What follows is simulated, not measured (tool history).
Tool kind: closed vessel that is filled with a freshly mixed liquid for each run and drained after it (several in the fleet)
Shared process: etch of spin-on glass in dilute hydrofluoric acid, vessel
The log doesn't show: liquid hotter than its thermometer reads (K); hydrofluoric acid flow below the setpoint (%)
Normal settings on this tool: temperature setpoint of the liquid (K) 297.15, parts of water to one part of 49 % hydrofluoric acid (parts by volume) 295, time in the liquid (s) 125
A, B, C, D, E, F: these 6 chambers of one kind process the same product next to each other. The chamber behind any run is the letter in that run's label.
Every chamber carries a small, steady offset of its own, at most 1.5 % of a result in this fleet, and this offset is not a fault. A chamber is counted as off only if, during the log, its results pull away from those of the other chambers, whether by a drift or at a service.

| run | hour | temperature setpoint of the liquid (K) | parts of water to one part of 49 % hydrofluoric acid (parts by volume) | time in the liquid (s) | hours since the thermometer was replaced | hours since the hydrofluoric acid flow meter was replaced | read-back film thickness of the spin-on glass reference wafer, read on the same gauge (nm) | thickness taken off the spin-on glass on a monitor wafer (Å) |
|---|---|---|---|---|---|---|---|---|
| 1E | 12.5 | 297.15 | 295 | 125 | 1005.6 | 569.7 | 80.05 | 95.447 |
| 2F | 22.8 | 297.15 | 295 | 125 | 945 | 2139.5 | 80.002 | 96.546 |
|  | 23.7 | chamber A: hydrofluoric acid flow meter replaced |
| 3D | 32.7 | 297.15 | 295 | 125 | 1202.8 | 857.4 | 80.029 | 95.101 |
| 4B | 41.8 | 297.15 | 295 | 125 | 692.8 | 1683.8 | 80.003 | 93.461 |
|  | 45.5 | chamber B: hydrofluoric acid flow meter replaced |
| 5A | 48.9 | 297.15 | 295 | 125 | 1674.6 | 25.3 | 79.967 | 96.197 |
| 6C | 56.4 | 297.15 | 295 | 125 | 755.1 | 1375.8 | 79.984 | 95.578 |
| 7D | 64.2 | 297.15 | 420 | 125 | 1234.3 | 888.9 | 80.033 | 60.504 |
| 8A | 73.6 | 297.15 | 420 | 125 | 1699.3 | 50 | 80.033 | 60.521 |
| 9C | 87.2 | 297.15 | 420 | 125 | 785.9 | 1406.6 | 80.006 | 60.938 |
| 10F | 99.3 | 297.15 | 420 | 125 | 1021.5 | 2216 | 80.009 | 59.703 |
| 11B | 110.7 | 297.15 | 420 | 125 | 761.7 | 65.3 | 79.956 | 59.206 |
| 12E | 119.6 | 297.15 | 420 | 125 | 1112.7 | 676.8 | 79.968 | 59.942 |
| 13A | 126.4 | 297.15 | 295 | 125 | 1752.1 | 102.8 | 80.054 | 95.624 |
| 14C | 133.5 | 297.15 | 295 | 60 | 832.2 | 1452.9 | 80.025 | 46.388 |
| 15E | 142.1 | 297.15 | 295 | 60 | 1135.2 | 699.3 | 79.931 | 45.764 |
| 16B | 154.7 | 297.15 | 295 | 60 | 805.7 | 109.3 | 80.022 | 45.476 |
| 17D | 162.7 | 297.15 | 295 | 60 | 1332.8 | 987.4 | 80.01 | 46.269 |
| 18F | 173 | 297.15 | 295 | 60 | 1095.2 | 2289.7 | 79.968 | 46.743 |
|  | 176.5 | chamber F: hydrofluoric acid flow meter replaced |
|  | 178.8 | chamber A: thermometer replaced |
| 19D | 183.8 | 297.15 | 295 | 60 | 1353.9 | 1008.5 | 79.996 | 46.132 |
| 20A | 189.7 | 297.15 | 295 | 125 | 10.9 | 166.1 | 80.038 | 96.035 |
| 21F | 200 | 297.15 | 295 | 125 | 1122.2 | 23.6 | 79.983 | 95.048 |
| 22B | 208 | 299.15 | 295 | 125 | 859 | 162.6 | 79.964 | 100.96 |
| 23E | 214.2 | 299.15 | 295 | 125 | 1207.3 | 771.4 | 79.992 | 103 |
| 24C | 224 | 299.15 | 295 | 125 | 922.7 | 1543.4 | 79.987 | 103.51 |
| 25C | 233.9 | 299.15 | 295 | 125 | 932.6 | 1553.3 | 80.023 | 101.99 |
|  | 237.2 | chamber E: thermometer replaced |
| 26E | 240.2 | 299.15 | 295 | 125 | 3.1 | 797.4 | 80.013 | 100.58 |
|  | 241.7 | chamber C: hydrofluoric acid flow meter replaced |
| 27A | 251.4 | 299.15 | 295 | 125 | 72.6 | 227.8 | 80.003 | 102.33 |
| 28B | 263.2 | 297.15 | 295 | 125 | 914.2 | 217.8 | 80.004 | 93.509 |
| 29F | 272.8 | 297.15 | 295 | 125 | 1195 | 96.4 | 80.032 | 95.85 |
| 30D | 285.3 | 293.15 | 295 | 60 | 1455.4 | 1110 | 79.98 | 38.776 |
| 31F | 296.7 | 293.15 | 295 | 60 | 1218.9 | 120.3 | 79.952 | 40.306 |
| 32E | 306.7 | 293.15 | 295 | 60 | 69.6 | 863.9 | 79.954 | 39.825 |
| 33A | 313.5 | 293.15 | 295 | 60 | 134.7 | 289.9 | 79.957 | 39.794 |
| 34C | 325.6 | 293.15 | 295 | 60 | 1024.3 | 84 | 80.062 | 40.54 |
| 35D | 337.7 | 293.15 | 295 | 60 | 1507.8 | 1162.4 | 80.038 | 38.386 |
| 36B | 350.8 | 297.15 | 295 | 125 | 1001.8 | 305.4 | 80.012 | 95.005 |
| 37E | 360.6 | 297.15 | 230 | 65 | 123.5 | 917.8 | 80.011 | 68.91 |
| 38C | 374.1 | 297.15 | 230 | 65 | 1072.8 | 132.5 | 79.945 | 68.94 |
| 39B | 381.7 | 297.15 | 230 | 65 | 1032.7 | 336.3 | 80.023 | 68.547 |
| 40D | 388.7 | 297.15 | 230 | 65 | 1558.8 | 1213.4 | 79.992 | 65.206 |
| 41F | 400.8 | 297.15 | 230 | 65 | 1323 | 224.4 | 79.976 | 68.952 |
| 42A | 414.2 | 297.15 | 230 | 65 | 235.4 | 390.6 | 79.98 | 68.239 |
| 43A | 423.9 | 297.15 | 295 | 125 | 245.1 | 400.3 | 80.024 | 96.985 |

For the next run the whole fleet of 6 chambers uses the same settings. Give each chamber's results:
| 44A | 433.6 | 297.15 | 295 | 125 |  |  |  | ? |
| 44B | 433.6 | 297.15 | 295 | 125 |  |  |  | ? |
| 44C | 433.6 | 297.15 | 295 | 125 |  |  |  | ? |
| 44D | 433.6 | 297.15 | 295 | 125 |  |  |  | ? |
| 44E | 433.6 | 297.15 | 295 | 125 |  |  |  | ? |
| 44F | 433.6 | 297.15 | 295 | 125 |  |  |  | ? |

| run | thickness taken off the spin-on glass on a monitor wafer (Å) |
|---|---|
| 44A | 93.996 |
| 44B | 95.219 |
| 44C | 98.19 |
| 44D | 90.5 |
| 44E | 93.845 |
| 44F | 96.125 |
